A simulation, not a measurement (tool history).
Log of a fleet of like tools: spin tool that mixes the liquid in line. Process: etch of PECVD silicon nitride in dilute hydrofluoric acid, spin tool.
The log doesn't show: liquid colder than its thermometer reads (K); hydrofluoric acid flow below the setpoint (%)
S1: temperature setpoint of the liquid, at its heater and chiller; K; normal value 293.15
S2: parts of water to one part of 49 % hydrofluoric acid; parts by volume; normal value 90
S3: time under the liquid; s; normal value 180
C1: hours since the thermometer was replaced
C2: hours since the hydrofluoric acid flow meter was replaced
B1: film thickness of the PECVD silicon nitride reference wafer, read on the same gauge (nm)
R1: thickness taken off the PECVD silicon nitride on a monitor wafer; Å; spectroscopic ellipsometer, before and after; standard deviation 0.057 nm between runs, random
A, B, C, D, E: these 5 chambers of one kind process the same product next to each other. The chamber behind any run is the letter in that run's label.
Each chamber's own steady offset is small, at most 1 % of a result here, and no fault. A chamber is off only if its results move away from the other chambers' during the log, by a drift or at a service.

run 1B hour=3.5 | S1=293.15 S2=90 S3=180 | C1=517.1 C2=687.6 | B1=110.02 | R1=86.884
run 2A hour=7.2 | S1=293.15 S2=90 S3=180 | C1=1999.6 C2=1036.5 | B1=109.98 | R1=86.519
run 3D hour=9.8 | S1=293.15 S2=90 S3=180 | C1=344.8 C2=321.9 | B1=109.99 | R1=86.921
run 4C hour=14.1 | S1=293.15 S2=90 S3=180 | C1=1609.3 C2=1474.9 | B1=110.01 | R1=85.377
run 5E hour=16.4 | S1=293.15 S2=90 S3=180 | C1=221.4 C2=2172.4 | B1=109.96 | R1=87.329
run 6E hour=20.2 | S1=293.15 S2=90 S3=180 | C1=225.2 C2=2176.2 | B1=110.01 | R1=86.833
run 7D hour=22.5 | S1=293.15 S2=90 S3=180 | C1=357.5 C2=334.6 | B1=110.03 | R1=87.154
run 8A hour=24.8 | S1=293.15 S2=90 S3=180 | C1=2017.2 C2=1054.1 | B1=110.02 | R1=84.989
run 9C hour=27 | S1=293.15 S2=90 S3=180 | C1=1622.2 C2=1487.8 | B1=110 | R1=84.975
run 10B hour=30.5 | S1=293.15 S2=90 S3=180 | C1=544.1 C2=714.6 | B1=110.03 | R1=86.432
run 11B hour=34.5 | S1=293.15 S2=90 S3=180 | C1=548.1 C2=718.6 | B1=110 | R1=86.477
run 12D hour=39.1 | S1=293.15 S2=90 S3=180 | C1=374.1 C2=351.2 | B1=110.02 | R1=87.052
run 13C hour=42.7 | S1=293.15 S2=90 S3=180 | C1=1637.9 C2=1503.5 | B1=110.02 | R1=85.709
run 14E hour=45 | S1=293.15 S2=90 S3=90 | C1=250 C2=2201 | B1=109.99 | R1=43.442
run 15A hour=49 | S1=293.15 S2=90 S3=90 | C1=2041.4 C2=1078.3 | B1=109.99 | R1=43.193
run 16C hour=52.6 | S1=293.15 S2=90 S3=90 | C1=1647.8 C2=1513.4 | B1=109.97 | R1=42.815
run 17A hour=54.8 | S1=293.15 S2=90 S3=90 | C1=2047.2 C2=1084.1 | B1=110.02 | R1=42.821
-- hour=56.3 chamber E: hydrofluoric acid flow meter replaced
run 18E hour=57.4 | S1=293.15 S2=90 S3=90 | C1=262.4 C2=1.2 | B1=109.96 | R1=43.519
run 19B hour=59.6 | S1=293.15 S2=90 S3=180 | C1=573.2 C2=743.7 | B1=110 | R1=85.808
run 20D hour=61.7 | S1=293.15 S2=90 S3=180 | C1=396.7 C2=373.8 | B1=110 | R1=87.427
run 21B hour=64.7 | S1=293.15 S2=90 S3=180 | C1=578.3 C2=748.8 | B1=109.97 | R1=84.845
run 22E hour=67.7 | S1=293.15 S2=90 S3=180 | C1=272.7 C2=11.5 | B1=109.98 | R1=87.773
run 23D hour=71.7 | S1=293.15 S2=90 S3=180 | C1=406.7 C2=383.8 | B1=109.95 | R1=85.979
run 24A hour=76.5 | S1=293.15 S2=90 S3=180 | C1=2068.9 C2=1105.8 | B1=110.01 | R1=86.69
run 25C hour=80.9 | S1=293.15 S2=90 S3=180 | C1=1676.1 C2=1541.7 | B1=110.03 | R1=85.68
run 26A hour=85.5 | S1=293.15 S2=90 S3=180 | C1=2077.9 C2=1114.8 | B1=110.04 | R1=86.742
run 27D hour=89.9 | S1=293.15 S2=90 S3=180 | C1=424.9 C2=402 | B1=110.01 | R1=87.728
run 28E hour=93.9 | S1=293.15 S2=90 S3=180 | C1=298.9 C2=37.7 | B1=109.99 | R1=87.416
run 29B hour=96.1 | S1=293.15 S2=90 S3=180 | C1=609.7 C2=780.2 | B1=110.03 | R1=83.577
run 30C hour=100.8 | S1=293.15 S2=90 S3=180 | C1=1696 C2=1561.6 | B1=109.99 | R1=84.233
run 31C hour=104.2 | S1=293.15 S2=90 S3=180 | C1=1699.4 C2=1565 | B1=110.01 | R1=84.815
run 32B hour=107.1 | S1=293.15 S2=90 S3=180 | C1=620.7 C2=791.2 | B1=109.99 | R1=83.412
run 33E hour=111.5 | S1=293.15 S2=125 S3=180 | C1=316.5 C2=55.3 | B1=109.99 | R1=62.547
run 34D hour=116.2 | S1=293.15 S2=125 S3=180 | C1=451.2 C2=428.3 | B1=110.01 | R1=63.081
run 35A hour=119.4 | S1=293.15 S2=125 S3=180 | C1=2111.8 C2=1148.7 | B1=110 | R1=62.482
run 36B hour=124 | S1=293.15 S2=125 S3=180 | C1=637.6 C2=808.1 | B1=110.04 | R1=59.438
run 37A hour=127.4 | S1=293.15 S2=125 S3=180 | C1=2119.8 C2=1156.7 | B1=110.03 | R1=62.243
run 38E hour=132.2 | S1=294.65 S2=90 S3=180 | C1=337.2 C2=76 | B1=110 | R1=97.499
run 39C hour=135.5 | S1=294.65 S2=90 S3=180 | C1=1730.7 C2=1596.3 | B1=110.03 | R1=94.941
run 40D hour=139.8 | S1=294.65 S2=90 S3=180 | C1=474.8 C2=451.9 | B1=109.98 | R1=97.465
run 41D hour=142.3 | S1=294.65 S2=90 S3=180 | C1=477.3 C2=454.4 | B1=109.97 | R1=95.898
run 42B hour=145.5 | S1=294.65 S2=90 S3=180 | C1=659.1 C2=829.6 | B1=110 | R1=90.048
run 43C hour=147.9 | S1=293.15 S2=90 S3=180 | C1=1743.1 C2=1608.7 | B1=109.98 | R1=85.169
run 44A hour=151.4 | S1=293.15 S2=90 S3=180 | C1=2143.8 C2=1180.7 | B1=109.98 | R1=85.897

Which is it: a chamber that has drifted or been left off by a service, a gauge drift common to all chambers, or only each chamber's usual small offset? If a chamber is off, name it and its likeliest cause.

It is chamber B that slowly wanders off from its peers.
What lies behind it: liquid colder than its thermometer reads (K) = 0.945.
With only this log, it may be confused with: hydrofluoric acid flow below the setpoint (%).

Below are 4 candidate recipes for chamber B's next run, each the usual settings with a change, their results shown as question marks. Which of them brings B's results back in line with what the other chambers give on the usual settings?
In line means no further than this from the other chambers' mean on the usual settings: R1 2 Å
run 45B-1 hour=154.8 | S1=293.15 S2=90 S3=175 | R1=?
run 45B-2 hour=154.8 | S1=292.15 S2=90 S3=180 | R1=?
run 45B-3 hour=154.8 | S1=294.15 S2=90 S3=180 | R1=?
run 45B-4 hour=154.8 | S1=293.15 S2=90 S3=185 | R1=?

Mean of the other chambers on the usual settings: R1 86.438 Å
run=45B-1 R1=78.393
run=45B-2 R1=75.246
run=45B-3 R1=86.298
run=45B-4 R1=82.872
45B-3 is the one that brings the chamber's results back in line with the other chambers.
